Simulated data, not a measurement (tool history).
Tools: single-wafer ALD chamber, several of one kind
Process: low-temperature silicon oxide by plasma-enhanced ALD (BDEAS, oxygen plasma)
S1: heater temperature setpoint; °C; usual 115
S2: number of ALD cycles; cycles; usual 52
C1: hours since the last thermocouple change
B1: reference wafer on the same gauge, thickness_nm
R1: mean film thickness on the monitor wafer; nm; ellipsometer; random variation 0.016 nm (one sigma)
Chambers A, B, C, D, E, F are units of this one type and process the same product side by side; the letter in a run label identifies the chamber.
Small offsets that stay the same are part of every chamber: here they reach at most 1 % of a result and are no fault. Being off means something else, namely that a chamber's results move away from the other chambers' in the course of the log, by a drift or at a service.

{"run": "1A", "hour": 11.4, "S1": 115, "S2": 52, "C1": 1858, "B1": 7.5679, "R1": 7.1434}
{"run": "2F", "hour": 20.2, "S1": 115, "S2": 52, "C1": 102, "B1": 7.5694, "R1": 7.1693}
{"run": "3C", "hour": 29.9, "S1": 115, "S2": 52, "C1": 1186.2, "B1": 7.5679, "R1": 7.2195}
{"run": "4B", "hour": 39.6, "S1": 115, "S2": 52, "C1": 2161.4, "B1": 7.5739, "R1": 7.2269}
{"run": "5E", "hour": 49.3, "S1": 115, "S2": 52, "C1": 820.2, "B1": 7.5656, "R1": 7.1527}
{"run": "6D", "hour": 55.6, "S1": 115, "S2": 52, "C1": 659.2, "B1": 7.5677, "R1": 7.2387}
{"run": "7A", "hour": 63.2, "S1": 115, "S2": 52, "C1": 1909.8, "B1": 7.567, "R1": 7.1488}
{"hour": 66.0, "done": "chamber A: thermocouple changed; heater temperature recalibrated"}
{"run": "8E", "hour": 74.9, "S1": 115, "S2": 52, "C1": 845.8, "B1": 7.5672, "R1": 7.1469}
{"run": "9F", "hour": 79.9, "S1": 115, "S2": 52, "C1": 161.7, "B1": 7.5709, "R1": 7.1611}
{"run": "10D", "hour": 87.7, "S1": 115, "S2": 52, "C1": 691.3, "B1": 7.5685, "R1": 7.2373}
{"run": "11C", "hour": 94.8, "S1": 115, "S2": 52, "C1": 1251.1, "B1": 7.57, "R1": 7.2185}
{"run": "12B", "hour": 100.5, "S1": 115, "S2": 52, "C1": 2222.3, "B1": 7.5696, "R1": 7.2349}
{"hour": 108.2, "done": "chamber B: thermocouple changed; heater temperature recalibrated"}
{"run": "13E", "hour": 111.4, "S1": 115, "S2": 52, "C1": 882.3, "B1": 7.5681, "R1": 7.1507}
{"run": "14D", "hour": 118.7, "S1": 115, "S2": 52, "C1": 722.3, "B1": 7.5705, "R1": 7.267}
{"run": "15B", "hour": 128.2, "S1": 115, "S2": 52, "C1": 20, "B1": 7.5668, "R1": 7.2368}
{"run": "16F", "hour": 136.7, "S1": 115, "S2": 52, "C1": 218.5, "B1": 7.571, "R1": 7.1739}
{"run": "17A", "hour": 146.1, "S1": 105, "S2": 61, "C1": 80.1, "B1": 7.57, "R1": 8.5573}
{"run": "18C", "hour": 156.2, "S1": 105, "S2": 61, "C1": 1312.5, "B1": 7.5745, "R1": 8.6254}
{"run": "19B", "hour": 165.3, "S1": 105, "S2": 61, "C1": 57.1, "B1": 7.571, "R1": 8.6722}
{"run": "20E", "hour": 173.0, "S1": 105, "S2": 61, "C1": 943.9, "B1": 7.5705, "R1": 8.5345}
{"run": "21C", "hour": 179.7, "S1": 105, "S2": 61, "C1": 1336, "B1": 7.5696, "R1": 8.6488}
{"run": "22D", "hour": 191.0, "S1": 105, "S2": 61, "C1": 794.6, "B1": 7.5711, "R1": 8.6418}
{"run": "23F", "hour": 201.0, "S1": 115, "S2": 52, "C1": 282.8, "B1": 7.567, "R1": 7.1336}
{"run": "24A", "hour": 209.8, "S1": 115, "S2": 52, "C1": 143.8, "B1": 7.5681, "R1": 7.1578}
{"run": "25B", "hour": 214.9, "S1": 115, "S2": 52, "C1": 106.7, "B1": 7.5694, "R1": 7.2263}
{"run": "26C", "hour": 225.2, "S1": 110, "S2": 52, "C1": 1381.5, "B1": 7.5681, "R1": 7.3008}
{"run": "27F", "hour": 234.7, "S1": 110, "S2": 52, "C1": 316.5, "B1": 7.5739, "R1": 7.2158}
{"run": "28D", "hour": 240.4, "S1": 110, "S2": 52, "C1": 844, "B1": 7.5746, "R1": 7.3308}
{"run": "29A", "hour": 245.8, "S1": 110, "S2": 52, "C1": 179.8, "B1": 7.5714, "R1": 7.1929}
{"run": "30E", "hour": 254.7, "S1": 110, "S2": 52, "C1": 1025.6, "B1": 7.5727, "R1": 7.2068}
{"run": "31D", "hour": 263.7, "S1": 110, "S2": 52, "C1": 867.3, "B1": 7.5713, "R1": 7.3258}
{"run": "32B", "hour": 270.5, "S1": 115, "S2": 52, "C1": 162.3, "B1": 7.5721, "R1": 7.2691}
{"run": "33C", "hour": 282.0, "S1": 127, "S2": 60, "C1": 1438.3, "B1": 7.5706, "R1": 8.1623}
{"run": "34E", "hour": 293.3, "S1": 127, "S2": 60, "C1": 1064.2, "B1": 7.5726, "R1": 8.0785}
{"run": "35A", "hour": 302.3, "S1": 127, "S2": 60, "C1": 236.3, "B1": 7.5695, "R1": 8.1055}
{"run": "36F", "hour": 309.0, "S1": 127, "S2": 60, "C1": 390.8, "B1": 7.5673, "R1": 8.1014}
{"run": "37F", "hour": 315.6, "S1": 127, "S2": 60, "C1": 397.4, "B1": 7.5725, "R1": 8.0928}

Has any chamber moved away from the others, gradually or after a service, or does the common gauge drift, or do the chambers differ only by their own small steady offsets? State the chamber and the most likely cause if one applies.

No chamber stands off beyond its own small offset, and the gauge holds steady.
